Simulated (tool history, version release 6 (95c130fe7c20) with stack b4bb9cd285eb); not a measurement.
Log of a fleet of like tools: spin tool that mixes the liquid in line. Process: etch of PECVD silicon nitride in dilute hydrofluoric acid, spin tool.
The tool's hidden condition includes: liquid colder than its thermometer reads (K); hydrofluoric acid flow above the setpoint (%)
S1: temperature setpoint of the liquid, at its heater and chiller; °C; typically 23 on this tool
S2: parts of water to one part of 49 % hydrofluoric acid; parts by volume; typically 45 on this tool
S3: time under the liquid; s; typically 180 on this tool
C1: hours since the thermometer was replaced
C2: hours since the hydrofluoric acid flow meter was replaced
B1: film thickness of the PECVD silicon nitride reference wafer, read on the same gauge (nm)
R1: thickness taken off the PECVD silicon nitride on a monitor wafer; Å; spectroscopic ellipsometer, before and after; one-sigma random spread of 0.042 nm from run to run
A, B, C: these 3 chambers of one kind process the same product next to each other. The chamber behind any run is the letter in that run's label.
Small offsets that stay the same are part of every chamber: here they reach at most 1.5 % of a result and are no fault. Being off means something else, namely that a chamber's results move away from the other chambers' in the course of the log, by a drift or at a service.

run 1A day=0.142 | S1=23 S2=45 S3=180 | C1=1732.5 C2=735.8 | B1=89.999 | R1=62.395
run 2B day=0.354 | S1=23 S2=45 S3=180 | C1=938.2 C2=1287.6 | B1=89.995 | R1=63.283
run 3C day=0.567 | S1=23 S2=45 S3=180 | C1=975.3 C2=371.8 | B1=89.989 | R1=62.313
run 4A day=0.683 | S1=23 S2=45 S3=180 | C1=1745.5 C2=748.8 | B1=89.994 | R1=62.305
-- day=0.738 chamber C: thermometer replaced
run 5C day=0.892 | S1=20.5 S2=45 S3=285 | C1=3.7 C2=379.6 | B1=89.996 | R1=84.533
run 6B day=1.104 | S1=20.5 S2=45 S3=285 | C1=956.2 C2=1305.6 | B1=90.013 | R1=83.321
run 7B day=1.217 | S1=20.5 S2=45 S3=285 | C1=958.9 C2=1308.3 | B1=89.987 | R1=83.808
run 8A day=1.354 | S1=23 S2=45 S3=180 | C1=1761.6 C2=764.9 | B1=90.008 | R1=62.206
run 9C day=1.567 | S1=23 S2=45 S3=180 | C1=19.9 C2=395.8 | B1=90.009 | R1=63.11
run 10B day=1.75 | S1=23 S2=45 S3=180 | C1=971.7 C2=1321.1 | B1=90.012 | R1=62.005
run 11A day=1.971 | S1=23 S2=45 S3=180 | C1=1776.4 C2=779.7 | B1=90.007 | R1=61.961
run 12C day=2.2 | S1=23 S2=45 S3=180 | C1=35.1 C2=411 | B1=89.998 | R1=62.895
run 13A day=2.371 | S1=23 S2=45 S3=180 | C1=1786 C2=789.3 | B1=90.001 | R1=63.212
run 14C day=2.517 | S1=23 S2=45 S3=180 | C1=42.7 C2=418.6 | B1=89.999 | R1=63.109
run 15B day=2.671 | S1=23 S2=45 S3=180 | C1=993.8 C2=1343.2 | B1=90.002 | R1=62.295
run 16A day=2.862 | S1=23 S2=45 S3=180 | C1=1797.8 C2=801.1 | B1=89.986 | R1=62.554
run 17C day=3.067 | S1=23 S2=45 S3=180 | C1=55.9 C2=431.8 | B1=89.999 | R1=63.077
run 18B day=3.283 | S1=23 S2=45 S3=180 | C1=1008.5 C2=1357.9 | B1=90.004 | R1=62.532
run 19B day=3.421 | S1=23 S2=45 S3=180 | C1=1011.8 C2=1361.2 | B1=90.007 | R1=63.042
run 20C day=3.583 | S1=23 S2=45 S3=180 | C1=68.3 C2=444.2 | B1=90.016 | R1=63.311
run 21A day=3.738 | S1=23 S2=45 S3=180 | C1=1818.8 C2=822.1 | B1=90.02 | R1=63.216
run 22C day=3.962 | S1=20.5 S2=35 S3=180 | C1=77.4 C2=453.3 | B1=89.99 | R1=67.222
run 23B day=4.075 | S1=20.5 S2=35 S3=180 | C1=1027.5 C2=1376.9 | B1=90.004 | R1=67.518
run 24A day=4.183 | S1=20.5 S2=35 S3=180 | C1=1829.5 C2=832.8 | B1=89.998 | R1=68.492
run 25B day=4.292 | S1=23 S2=45 S3=180 | C1=1032.7 C2=1382.1 | B1=90.005 | R1=63.369
run 26C day=4.517 | S1=23 S2=45 S3=180 | C1=90.7 C2=466.6 | B1=90.004 | R1=63.029
run 27A day=4.629 | S1=23 S2=45 S3=180 | C1=1840.2 C2=843.5 | B1=89.983 | R1=62.903
run 28C day=4.792 | S1=23 S2=45 S3=180 | C1=97.3 C2=473.2 | B1=90.003 | R1=62.904
run 29B day=4.912 | S1=23 S2=45 S3=180 | C1=1047.6 C2=1397 | B1=89.995 | R1=62.499
run 30A day=5.079 | S1=23 S2=45 S3=70 | C1=1851 C2=854.3 | B1=90.009 | R1=25.032
run 31B day=5.212 | S1=23 S2=45 S3=70 | C1=1054.8 C2=1404.2 | B1=89.973 | R1=24.433
run 32C day=5.383 | S1=23 S2=45 S3=70 | C1=111.5 C2=487.4 | B1=89.989 | R1=24.72
run 33A day=5.517 | S1=23 S2=45 S3=180 | C1=1861.5 C2=864.8 | B1=89.985 | R1=63.96
run 34A day=5.704 | S1=26.5 S2=45 S3=180 | C1=1866 C2=869.3 | B1=89.979 | R1=80.914
run 35B day=5.842 | S1=26.5 S2=45 S3=180 | C1=1069.9 C2=1419.3 | B1=90.021 | R1=79.136
run 36C day=5.958 | S1=26.5 S2=45 S3=180 | C1=125.3 C2=501.2 | B1=89.994 | R1=79.819
run 37B day=6.062 | S1=23 S2=60 S3=140 | C1=1075.2 C2=1424.6 | B1=89.991 | R1=36.999
run 38A day=6.221 | S1=23 S2=60 S3=140 | C1=1878.4 C2=881.7 | B1=90.001 | R1=37.879
run 39C day=6.367 | S1=23 S2=60 S3=140 | C1=135.1 C2=511 | B1=90.011 | R1=37.065
run 40B day=6.529 | S1=23 S2=45 S3=180 | C1=1086.4 C2=1435.8 | B1=90.001 | R1=63.747
run 41C day=6.733 | S1=23 S2=45 S3=180 | C1=143.9 C2=519.8 | B1=89.999 | R1=62.86
run 42A day=6.95 | S1=23 S2=45 S3=180 | C1=1895.9 C2=899.2 | B1=89.993 | R1=64.526

For the next run the whole fleet of 3 chambers uses the same settings. Give each chamber's results:
run 43A day=7.112 | S1=23 S2=45 S3=250 | R1=?
run 43B day=7.112 | S1=23 S2=45 S3=250 | R1=?
run 43C day=7.112 | S1=23 S2=45 S3=250 | R1=?

run=43A R1=90.691
run=43B R1=87.348
run=43C R1=87.954
